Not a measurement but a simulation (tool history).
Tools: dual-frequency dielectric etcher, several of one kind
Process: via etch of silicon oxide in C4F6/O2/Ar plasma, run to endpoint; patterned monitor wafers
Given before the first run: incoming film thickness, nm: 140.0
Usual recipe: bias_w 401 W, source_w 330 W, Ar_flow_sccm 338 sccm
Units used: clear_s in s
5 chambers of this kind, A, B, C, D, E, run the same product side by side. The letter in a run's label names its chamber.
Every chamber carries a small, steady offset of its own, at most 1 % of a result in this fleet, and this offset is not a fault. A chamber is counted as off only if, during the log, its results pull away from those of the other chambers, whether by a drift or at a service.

run 1C hour=4.9 | bias_w=401 source_w=330 Ar_flow_sccm=338 | clear_s=36.353
run 2D hour=8.8 | bias_w=401 source_w=330 Ar_flow_sccm=338 | clear_s=36.149
run 3E hour=14.4 | bias_w=401 source_w=330 Ar_flow_sccm=338 | clear_s=36.29
run 4A hour=21 | bias_w=401 source_w=330 Ar_flow_sccm=338 | clear_s=36.568
run 5B hour=24.4 | bias_w=401 source_w=330 Ar_flow_sccm=338 | clear_s=35.99
run 6B hour=31 | bias_w=401 source_w=330 Ar_flow_sccm=338 | clear_s=36.189
run 7C hour=34.5 | bias_w=316 source_w=330 Ar_flow_sccm=299 | clear_s=39.236
run 8E hour=40.3 | bias_w=316 source_w=330 Ar_flow_sccm=299 | clear_s=39.115
run 9D hour=45.8 | bias_w=316 source_w=330 Ar_flow_sccm=299 | clear_s=38.88
run 10A hour=52.2 | bias_w=316 source_w=330 Ar_flow_sccm=299 | clear_s=39.171
run 11E hour=57.6 | bias_w=316 source_w=330 Ar_flow_sccm=299 | clear_s=39.07
run 12C hour=63.7 | bias_w=401 source_w=330 Ar_flow_sccm=338 | clear_s=36.466
run 13A hour=70.6 | bias_w=401 source_w=330 Ar_flow_sccm=338 | clear_s=36.53
run 14B hour=78 | bias_w=401 source_w=330 Ar_flow_sccm=338 | clear_s=36.229
run 15D hour=83 | bias_w=401 source_w=330 Ar_flow_sccm=338 | clear_s=36.366
run 16B hour=88.5 | bias_w=401 source_w=330 Ar_flow_sccm=338 | clear_s=36.336
run 17C hour=93.1 | bias_w=401 source_w=330 Ar_flow_sccm=338 | clear_s=36.433
run 18E hour=99.1 | bias_w=401 source_w=330 Ar_flow_sccm=338 | clear_s=36.192
-- hour=100.9 chamber E: bias power generator calibrated
run 19D hour=105 | bias_w=401 source_w=330 Ar_flow_sccm=338 | clear_s=36.218
run 20A hour=111.2 | bias_w=401 source_w=330 Ar_flow_sccm=338 | clear_s=36.749
run 21D hour=118.9 | bias_w=401 source_w=380 Ar_flow_sccm=338 | clear_s=34.684
run 22C hour=124.8 | bias_w=401 source_w=380 Ar_flow_sccm=338 | clear_s=34.581
run 23B hour=129.4 | bias_w=401 source_w=380 Ar_flow_sccm=338 | clear_s=34.328
run 24E hour=133 | bias_w=401 source_w=380 Ar_flow_sccm=338 | clear_s=34.567
run 25A hour=138.8 | bias_w=401 source_w=380 Ar_flow_sccm=338 | clear_s=34.459
run 26C hour=146.3 | bias_w=401 source_w=330 Ar_flow_sccm=338 | clear_s=36.741
run 27D hour=151.2 | bias_w=401 source_w=330 Ar_flow_sccm=338 | clear_s=36.454
run 28A hour=156.7 | bias_w=401 source_w=330 Ar_flow_sccm=338 | clear_s=36.602
run 29B hour=162.8 | bias_w=401 source_w=330 Ar_flow_sccm=338 | clear_s=36.184
run 30E hour=169.9 | bias_w=401 source_w=330 Ar_flow_sccm=338 | clear_s=36.198
run 31D hour=173.4 | bias_w=401 source_w=330 Ar_flow_sccm=338 | clear_s=36.368

All 5 chambers run these settings next. Forecast each chamber's results:
run 32A hour=179 | bias_w=401 source_w=330 Ar_flow_sccm=338 | clear_s=?
run 32B hour=179 | bias_w=401 source_w=330 Ar_flow_sccm=338 | clear_s=?
run 32C hour=179 | bias_w=401 source_w=330 Ar_flow_sccm=338 | clear_s=?
run 32D hour=179 | bias_w=401 source_w=330 Ar_flow_sccm=338 | clear_s=?
run 32E hour=179 | bias_w=401 source_w=330 Ar_flow_sccm=338 | clear_s=?

run=32A clear_s=36.528
run=32B clear_s=36.306
run=32C clear_s=36.324
run=32D clear_s=36.185
run=32E clear_s=36.215

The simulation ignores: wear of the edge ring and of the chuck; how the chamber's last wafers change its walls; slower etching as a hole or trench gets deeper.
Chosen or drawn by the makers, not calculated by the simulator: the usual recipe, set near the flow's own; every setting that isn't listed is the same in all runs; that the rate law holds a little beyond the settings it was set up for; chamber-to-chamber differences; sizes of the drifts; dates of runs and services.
